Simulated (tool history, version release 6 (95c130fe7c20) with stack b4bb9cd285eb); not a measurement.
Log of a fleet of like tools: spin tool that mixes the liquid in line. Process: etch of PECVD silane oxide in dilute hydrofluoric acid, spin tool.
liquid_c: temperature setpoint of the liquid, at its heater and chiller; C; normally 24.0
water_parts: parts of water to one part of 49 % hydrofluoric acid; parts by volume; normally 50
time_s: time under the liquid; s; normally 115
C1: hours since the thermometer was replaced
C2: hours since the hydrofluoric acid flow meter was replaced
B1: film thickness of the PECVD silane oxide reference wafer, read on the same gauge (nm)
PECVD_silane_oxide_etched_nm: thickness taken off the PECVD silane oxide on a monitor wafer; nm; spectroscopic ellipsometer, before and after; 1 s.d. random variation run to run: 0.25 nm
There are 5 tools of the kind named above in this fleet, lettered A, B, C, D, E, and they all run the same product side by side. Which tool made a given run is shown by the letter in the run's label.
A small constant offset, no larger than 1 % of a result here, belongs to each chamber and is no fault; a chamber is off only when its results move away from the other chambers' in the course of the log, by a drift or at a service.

run 1A hour=6.5 | liquid_c=24.0 water_parts=50 time_s=115 | C1=460.1 C2=102.2 | B1=29.969 | PECVD_silane_oxide_etched_nm=35.851
run 2E hour=20.6 | liquid_c=24.0 water_parts=50 time_s=115 | C1=720.3 C2=419.7 | B1=29.993 | PECVD_silane_oxide_etched_nm=37.353
run 3B hour=33.1 | liquid_c=24.0 water_parts=50 time_s=115 | C1=1523.9 C2=397.6 | B1=29.970 | PECVD_silane_oxide_etched_nm=36.676
run 4D hour=43.9 | liquid_c=24.0 water_parts=50 time_s=115 | C1=563.1 C2=939.1 | B1=30.004 | PECVD_silane_oxide_etched_nm=37.114
run 5C hour=54.0 | liquid_c=24.0 water_parts=50 time_s=115 | C1=454.3 C2=543.1 | B1=29.987 | PECVD_silane_oxide_etched_nm=36.865
run 6C hour=63.8 | liquid_c=28.5 water_parts=50 time_s=115 | C1=464.1 C2=552.9 | B1=30.046 | PECVD_silane_oxide_etched_nm=44.138
run 7B hour=77.1 | liquid_c=28.5 water_parts=50 time_s=115 | C1=1567.9 C2=441.6 | B1=29.964 | PECVD_silane_oxide_etched_nm=44.166
run 8D hour=87.4 | liquid_c=28.5 water_parts=50 time_s=115 | C1=606.6 C2=982.6 | B1=29.997 | PECVD_silane_oxide_etched_nm=43.566
run 9A hour=98.9 | liquid_c=28.5 water_parts=50 time_s=115 | C1=552.5 C2=194.6 | B1=30.008 | PECVD_silane_oxide_etched_nm=43.685
run 10E hour=108.0 | liquid_c=28.5 water_parts=50 time_s=115 | C1=807.7 C2=507.1 | B1=30.033 | PECVD_silane_oxide_etched_nm=44.141
run 11B hour=122.2 | liquid_c=24.0 water_parts=50 time_s=115 | C1=1613.0 C2=486.7 | B1=29.985 | PECVD_silane_oxide_etched_nm=37.059
run 12C hour=129.9 | liquid_c=24.0 water_parts=50 time_s=115 | C1=530.2 C2=619.0 | B1=29.993 | PECVD_silane_oxide_etched_nm=36.851
run 13D hour=138.6 | liquid_c=24.0 water_parts=50 time_s=115 | C1=657.8 C2=1033.8 | B1=29.987 | PECVD_silane_oxide_etched_nm=36.406
run 14E hour=152.1 | liquid_c=24.0 water_parts=50 time_s=115 | C1=851.8 C2=551.2 | B1=29.999 | PECVD_silane_oxide_etched_nm=37.150
run 15A hour=159.1 | liquid_c=24.0 water_parts=50 time_s=115 | C1=612.7 C2=254.8 | B1=29.988 | PECVD_silane_oxide_etched_nm=36.830
run 16E hour=173.3 | liquid_c=24.0 water_parts=60 time_s=150 | C1=873.0 C2=572.4 | B1=30.027 | PECVD_silane_oxide_etched_nm=40.099
-- hour=178.2 chamber B: hydrofluoric acid flow meter replaced
-- hour=182.0 chamber D: thermometer replaced
run 17C hour=188.2 | liquid_c=24.0 water_parts=60 time_s=150 | C1=588.5 C2=677.3 | B1=30.027 | PECVD_silane_oxide_etched_nm=39.175
-- hour=189.3 chamber E: hydrofluoric acid flow meter replaced
run 18D hour=201.4 | liquid_c=24.0 water_parts=60 time_s=150 | C1=19.5 C2=1096.6 | B1=30.020 | PECVD_silane_oxide_etched_nm=39.497
run 19A hour=211.0 | liquid_c=24.0 water_parts=60 time_s=150 | C1=664.6 C2=306.7 | B1=29.945 | PECVD_silane_oxide_etched_nm=39.078
run 20B hour=219.0 | liquid_c=24.0 water_parts=60 time_s=150 | C1=1709.8 C2=40.8 | B1=29.985 | PECVD_silane_oxide_etched_nm=39.866
run 21A hour=226.8 | liquid_c=24.0 water_parts=30 time_s=55 | C1=680.4 C2=322.5 | B1=29.964 | PECVD_silane_oxide_etched_nm=29.723
run 22B hour=236.4 | liquid_c=24.0 water_parts=30 time_s=55 | C1=1727.2 C2=58.2 | B1=29.974 | PECVD_silane_oxide_etched_nm=30.338
run 23E hour=251.1 | liquid_c=24.0 water_parts=30 time_s=55 | C1=950.8 C2=61.9 | B1=30.008 | PECVD_silane_oxide_etched_nm=30.528
run 24C hour=259.0 | liquid_c=24.0 water_parts=30 time_s=55 | C1=659.3 C2=748.1 | B1=29.970 | PECVD_silane_oxide_etched_nm=29.496
run 25D hour=268.3 | liquid_c=24.0 water_parts=30 time_s=55 | C1=86.4 C2=1163.5 | B1=29.977 | PECVD_silane_oxide_etched_nm=30.091
run 26D hour=278.2 | liquid_c=24.0 water_parts=50 time_s=115 | C1=96.3 C2=1173.4 | B1=29.947 | PECVD_silane_oxide_etched_nm=36.543
run 27B hour=288.3 | liquid_c=24.0 water_parts=50 time_s=115 | C1=1779.1 C2=110.1 | B1=29.984 | PECVD_silane_oxide_etched_nm=36.670
run 28C hour=301.8 | liquid_c=24.0 water_parts=50 time_s=115 | C1=702.1 C2=790.9 | B1=29.960 | PECVD_silane_oxide_etched_nm=34.899
run 29A hour=314.9 | liquid_c=24.0 water_parts=50 time_s=115 | C1=768.5 C2=410.6 | B1=30.010 | PECVD_silane_oxide_etched_nm=36.805
run 30E hour=322.5 | liquid_c=24.0 water_parts=50 time_s=115 | C1=1022.2 C2=133.3 | B1=30.023 | PECVD_silane_oxide_etched_nm=36.925
run 31D hour=335.2 | liquid_c=24.0 water_parts=50 time_s=115 | C1=153.3 C2=1230.4 | B1=29.979 | PECVD_silane_oxide_etched_nm=37.067
run 32E hour=349.0 | liquid_c=24.0 water_parts=50 time_s=115 | C1=1048.7 C2=159.8 | B1=30.034 | PECVD_silane_oxide_etched_nm=37.187
run 33B hour=362.8 | liquid_c=24.0 water_parts=50 time_s=115 | C1=1853.6 C2=184.6 | B1=29.982 | PECVD_silane_oxide_etched_nm=36.791
run 34A hour=369.8 | liquid_c=24.0 water_parts=50 time_s=115 | C1=823.4 C2=465.5 | B1=30.000 | PECVD_silane_oxide_etched_nm=36.112
run 35C hour=382.8 | liquid_c=24.0 water_parts=50 time_s=115 | C1=783.1 C2=871.9 | B1=29.969 | PECVD_silane_oxide_etched_nm=34.734
run 36B hour=390.7 | liquid_c=24.0 water_parts=50 time_s=115 | C1=1881.5 C2=212.5 | B1=29.985 | PECVD_silane_oxide_etched_nm=36.795

Decide between three cases: one chamber stands off from its peers, the gauge reading all wafers drifts, or nothing is wrong past each chamber's small offset. Where a chamber is off, say which and what most likely put it there.

Chamber C drifts away from the others.
Cause: hydrofluoric acid flow below the setpoint (%) = 5.9.
With only this log, it may be confused with: liquid colder than its thermometer reads (K).

Here are 4 candidates for chamber C's next run, each the usual settings with a change, their results left as question marks. Which one brings its results back in line with what the others give on the usual settings?
Allowed miss from the other chambers' usual-settings mean, per result, to count as in line: PECVD_silane_oxide_etched_nm 0.870 nm
run 37C-1 hour=401.4 | liquid_c=23.5 water_parts=50 time_s=115 | PECVD_silane_oxide_etched_nm=?
run 37C-2 hour=401.4 | liquid_c=22.5 water_parts=50 time_s=115 | PECVD_silane_oxide_etched_nm=?
run 37C-3 hour=401.4 | liquid_c=25.5 water_parts=50 time_s=115 | PECVD_silane_oxide_etched_nm=?
run 37C-4 hour=401.4 | liquid_c=24.5 water_parts=50 time_s=115 | PECVD_silane_oxide_etched_nm=?

Usual-settings mean across the other chambers: PECVD_silane_oxide_etched_nm 36.799 nm
run=37C-1 PECVD_silane_oxide_etched_nm=33.580
run=37C-2 PECVD_silane_oxide_etched_nm=32.219
run=37C-3 PECVD_silane_oxide_etched_nm=36.441
run=37C-4 PECVD_silane_oxide_etched_nm=34.987
The answer is 37C-3, which returns the chamber to within the allowed miss of the others.
